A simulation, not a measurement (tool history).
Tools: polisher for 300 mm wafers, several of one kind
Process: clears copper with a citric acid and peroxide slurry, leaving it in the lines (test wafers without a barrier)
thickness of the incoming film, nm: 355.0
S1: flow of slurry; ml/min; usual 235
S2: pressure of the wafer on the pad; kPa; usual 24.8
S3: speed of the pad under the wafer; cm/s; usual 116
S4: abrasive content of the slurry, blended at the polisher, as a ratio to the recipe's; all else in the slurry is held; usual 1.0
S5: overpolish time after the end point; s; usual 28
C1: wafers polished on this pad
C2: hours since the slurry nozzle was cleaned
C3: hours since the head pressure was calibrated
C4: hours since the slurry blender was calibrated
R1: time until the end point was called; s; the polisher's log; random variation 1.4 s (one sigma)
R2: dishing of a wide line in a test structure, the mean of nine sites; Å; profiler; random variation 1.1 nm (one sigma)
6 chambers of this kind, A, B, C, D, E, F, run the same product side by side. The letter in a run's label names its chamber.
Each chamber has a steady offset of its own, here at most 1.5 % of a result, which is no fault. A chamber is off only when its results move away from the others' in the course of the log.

run 1A day=0.533 | S1=235 S2=24.8 S3=116 S4=1.0 S5=28 | C1=427 C2=26.1 C3=43.6 C4=304.6 | R1=117.580 R2=530.26
-- day=0.912 chamber B: worn pad replaced by a new one
run 2C day=0.942 | S1=235 S2=24.8 S3=116 S4=1.0 S5=28 | C1=331 C2=167.3 C3=76.1 C4=176.3 | R1=116.660 R2=550.46
-- day=1.179 chamber E: slurry blender recalibrated
run 3D day=1.446 | S1=235 S2=24.8 S3=116 S4=1.0 S5=28 | C1=377 C2=502.3 C3=516.6 C4=142.5 | R1=119.390 R2=533.82
-- day=1.462 chamber E: slurry nozzle cleaned
run 4E day=1.696 | S1=235 S2=24.8 S3=116 S4=1.0 S5=28 | C1=784 C2=5.6 C3=421.1 C4=12.4 | R1=119.830 R2=518.52
-- day=1.812 chamber F: slurry blender recalibrated
-- day=1.938 chamber B: slurry blender recalibrated
run 5F day=1.996 | S1=235 S2=24.8 S3=116 S4=1.0 S5=43 | C1=590 C2=559.2 C3=170.2 C4=4.4 | R1=118.540 R2=732.35
run 6B day=2.571 | S1=235 S2=24.8 S3=116 S4=1.0 S5=43 | C1=263 C2=333.6 C3=241.7 C4=15.2 | R1=118.320 R2=749.74
run 7C day=2.954 | S1=235 S2=24.8 S3=116 S4=1.0 S5=43 | C1=651 C2=215.6 C3=124.4 C4=224.6 | R1=119.020 R2=727.53
-- day=3.217 chamber E: head pressure recalibrated
-- day=3.271 chamber E: worn pad replaced by a new one
run 8F day=3.367 | S1=235 S2=24.8 S3=116 S4=1.0 S5=43 | C1=808 C2=592.1 C3=203.1 C4=37.3 | R1=119.640 R2=714.88
-- day=3.517 chamber F: slurry nozzle cleaned
run 9A day=3.721 | S1=235 S2=24.8 S3=116 S4=1.0 S5=43 | C1=933 C2=102.6 C3=120.1 C4=381.1 | R1=118.420 R2=718.68
-- day=3.942 chamber C: worn pad replaced by a new one
-- day=4.054 chamber C: slurry blender recalibrated
run 10B day=4.262 | S1=235 S2=24.8 S3=116 S4=1.0 S5=43 | C1=531 C2=374.2 C3=282.3 C4=55.8 | R1=119.980 R2=750.11
-- day=4.608 chamber A: slurry blender recalibrated
-- day=4.704 chamber F: worn pad replaced by a new one
run 11E day=4.754 | S1=235 S2=24.8 S3=116 S4=1.0 S5=28 | C1=235 C2=79.0 C3=36.9 C4=85.8 | R1=119.210 R2=519.16
-- day=5.150 chamber D: slurry nozzle cleaned
run 12D day=5.254 | S1=235 S2=24.8 S3=116 S4=1.0 S5=28 | C1=981 C2=2.6 C3=608.0 C4=233.9 | R1=116.280 R2=548.68
-- day=5.700 chamber D: worn pad replaced by a new one
run 13A day=5.779 | S1=235 S2=24.8 S3=116 S4=1.0 S5=28 | C1=1259 C2=152.0 C3=169.5 C4=28.2 | R1=121.480 R2=523.98
run 14E day=6.221 | S1=235 S2=24.8 S3=86 S4=1.0 S5=28 | C1=468 C2=114.2 C3=72.1 C4=121.0 | R1=161.900 R2=423.24
run 15F day=6.488 | S1=235 S2=24.8 S3=86 S4=1.0 S5=28 | C1=283 C2=71.3 C3=278.0 C4=112.2 | R1=160.530 R2=416.09
run 16C day=6.771 | S1=235 S2=24.8 S3=86 S4=1.0 S5=28 | C1=449 C2=307.2 C3=216.0 C4=65.3 | R1=162.190 R2=430.26
-- day=6.804 chamber B: head pressure recalibrated
run 17D day=7.075 | S1=235 S2=24.8 S3=86 S4=1.0 S5=28 | C1=218 C2=46.3 C3=651.7 C4=277.6 | R1=158.420 R2=448.10
run 18B day=7.538 | S1=235 S2=24.8 S3=86 S4=1.0 S5=28 | C1=1051 C2=452.8 C3=17.7 C4=134.4 | R1=160.510 R2=439.47
run 19F day=7.971 | S1=235 S2=24.8 S3=86 S4=1.0 S5=28 | C1=518 C2=106.9 C3=313.6 C4=147.8 | R1=160.630 R2=425.50
run 20D day=8.321 | S1=235 S2=24.8 S3=116 S4=1.0 S5=28 | C1=416 C2=76.2 C3=681.6 C4=307.5 | R1=119.710 R2=561.24
-- day=8.654 chamber A: slurry nozzle cleaned
run 21E day=8.875 | S1=235 S2=24.8 S3=116 S4=1.0 S5=28 | C1=889 C2=177.9 C3=135.8 C4=184.7 | R1=122.620 R2=539.05
-- day=8.879 chamber C: worn pad replaced by a new one
-- day=8.896 chamber D: slurry blender recalibrated
run 22A day=9.425 | S1=235 S2=24.8 S3=116 S4=1.0 S5=28 | C1=1838 C2=18.5 C3=257.0 C4=115.7 | R1=122.830 R2=529.92
-- day=9.704 chamber D: head pressure recalibrated
run 23C day=9.842 | S1=235 S2=24.8 S3=116 S4=1.0 S5=28 | C1=153 C2=380.9 C3=289.7 C4=139.0 | R1=117.500 R2=533.55
-- day=9.858 chamber B: worn pad replaced by a new one
-- day=10.000 chamber B: slurry nozzle cleaned
run 24B day=10.138 | S1=235 S2=24.8 S3=116 S4=1.0 S5=28 | C1=44 C2=3.3 C3=80.1 C4=196.8 | R1=119.880 R2=530.25
run 25F day=10.442 | S1=235 S2=24.8 S3=116 S4=1.0 S5=28 | C1=910 C2=166.2 C3=372.9 C4=207.1 | R1=117.370 R2=535.03
-- day=10.721 chamber F: worn pad replaced by a new one
-- day=10.758 chamber E: worn pad replaced by a new one
run 26C day=10.883 | S1=235 S2=24.8 S3=116 S4=1.0 S5=28 | C1=318 C2=405.9 C3=314.7 C4=164.0 | R1=119.800 R2=542.48
run 27B day=11.371 | S1=235 S2=24.8 S3=156 S4=1.1 S5=28 | C1=240 C2=32.9 C3=109.7 C4=226.4 | R1=85.735 R2=676.05
run 28D day=11.683 | S1=235 S2=24.8 S3=156 S4=1.1 S5=28 | C1=949 C2=156.9 C3=47.6 C4=67.0 | R1=87.900 R2=697.05
run 29A day=12.175 | S1=235 S2=24.8 S3=156 S4=1.1 S5=28 | C1=2274 C2=84.5 C3=323.0 C4=181.7 | R1=93.259 R2=627.57
run 30E day=12.442 | S1=235 S2=24.8 S3=156 S4=1.1 S5=28 | C1=267 C2=263.5 C3=221.4 C4=270.3 | R1=87.847 R2=691.27
-- day=12.792 chamber F: slurry blender recalibrated
run 31F day=12.988 | S1=235 S2=24.8 S3=156 S4=1.1 S5=28 | C1=360 C2=227.3 C3=434.0 C4=4.7 | R1=86.738 R2=678.01
run 32A day=13.538 | S1=235 S2=24.8 S3=156 S4=1.1 S5=28 | C1=2490 C2=117.2 C3=355.7 C4=214.4 | R1=93.079 R2=648.03
run 33E day=14.096 | S1=235 S2=24.8 S3=116 S4=1.0 S5=28 | C1=529 C2=303.2 C3=261.1 C4=310.0 | R1=120.990 R2=528.70
-- day=14.367 chamber D: worn pad replaced by a new one
-- day=14.388 chamber C: worn pad replaced by a new one
run 34D day=14.558 | S1=235 S2=24.8 S3=116 S4=1.0 S5=28 | C1=30 C2=225.9 C3=116.6 C4=136.0 | R1=121.320 R2=564.67
-- day=14.829 chamber C: slurry blender recalibrated
run 35B day=15.046 | S1=235 S2=24.8 S3=116 S4=1.0 S5=28 | C1=823 C2=121.1 C3=197.9 C4=314.6 | R1=118.090 R2=529.52
run 36C day=15.383 | S1=235 S2=24.8 S3=116 S4=1.0 S5=28 | C1=158 C2=513.9 C3=422.7 C4=13.4 | R1=118.050 R2=542.63
run 37B day=15.729 | S1=235 S2=24.8 S3=116 S4=1.0 S5=28 | C1=931 C2=137.5 C3=214.3 C4=331.0 | R1=122.000 R2=518.96
run 38C day=16.146 | S1=235 S2=24.8 S3=116 S4=1.0 S5=28 | C1=279 C2=532.2 C3=441.0 C4=31.7 | R1=117.590 R2=525.02
run 39E day=16.575 | S1=235 S2=24.8 S3=116 S4=1.0 S5=28 | C1=923 C2=362.7 C3=320.6 C4=369.5 | R1=121.160 R2=516.10
run 40D day=17.154 | S1=235 S2=24.8 S3=116 S4=1.0 S5=28 | C1=442 C2=288.2 C3=178.9 C4=198.3 | R1=119.320 R2=541.06

What goes on in this fleet: one chamber off, a drifting gauge, or nothing beyond the chambers' own small offsets? Name the chamber and the cause, if any.

Chamber A drifts away from the others.
Cause: removal rate lost through wear of the pad, % = 8.02.
The log may not tell that from: head's pressure below its setpoint, %.

Here are 4 candidates for chamber A's next run, each the usual settings with a change, their results left as question marks. Which one brings its results back in line with what the others give on the usual settings?
In line means no further than this from the other chambers' mean on the usual settings: R1 4.800 s; R2 39.00 Å
run 41A-1 day=17.567 | S1=235 S2=23.4 S3=112 S4=1.0 S5=27 | R1=? R2=?
run 41A-2 day=17.567 | S1=235 S2=26.9 S3=126 S4=1.0 S5=30 | R1=? R2=?
run 41A-3 day=17.567 | S1=235 S2=22.8 S3=108 S4=1.0 S5=27 | R1=? R2=?
run 41A-4 day=17.567 | S1=235 S2=26.2 S3=120 S4=1.0 S5=29 | R1=? R2=?

The other chambers' mean on the usual settings: R1 119.300 s; R2 539.59 Å
run=41A-1 R1=142.170 R2=441.90
run=41A-2 R1=111.060 R2=589.91
run=41A-3 R1=151.550 R2=418.47
run=41A-4 R1=119.420 R2=542.18
41A-4 brings the chamber back in line.

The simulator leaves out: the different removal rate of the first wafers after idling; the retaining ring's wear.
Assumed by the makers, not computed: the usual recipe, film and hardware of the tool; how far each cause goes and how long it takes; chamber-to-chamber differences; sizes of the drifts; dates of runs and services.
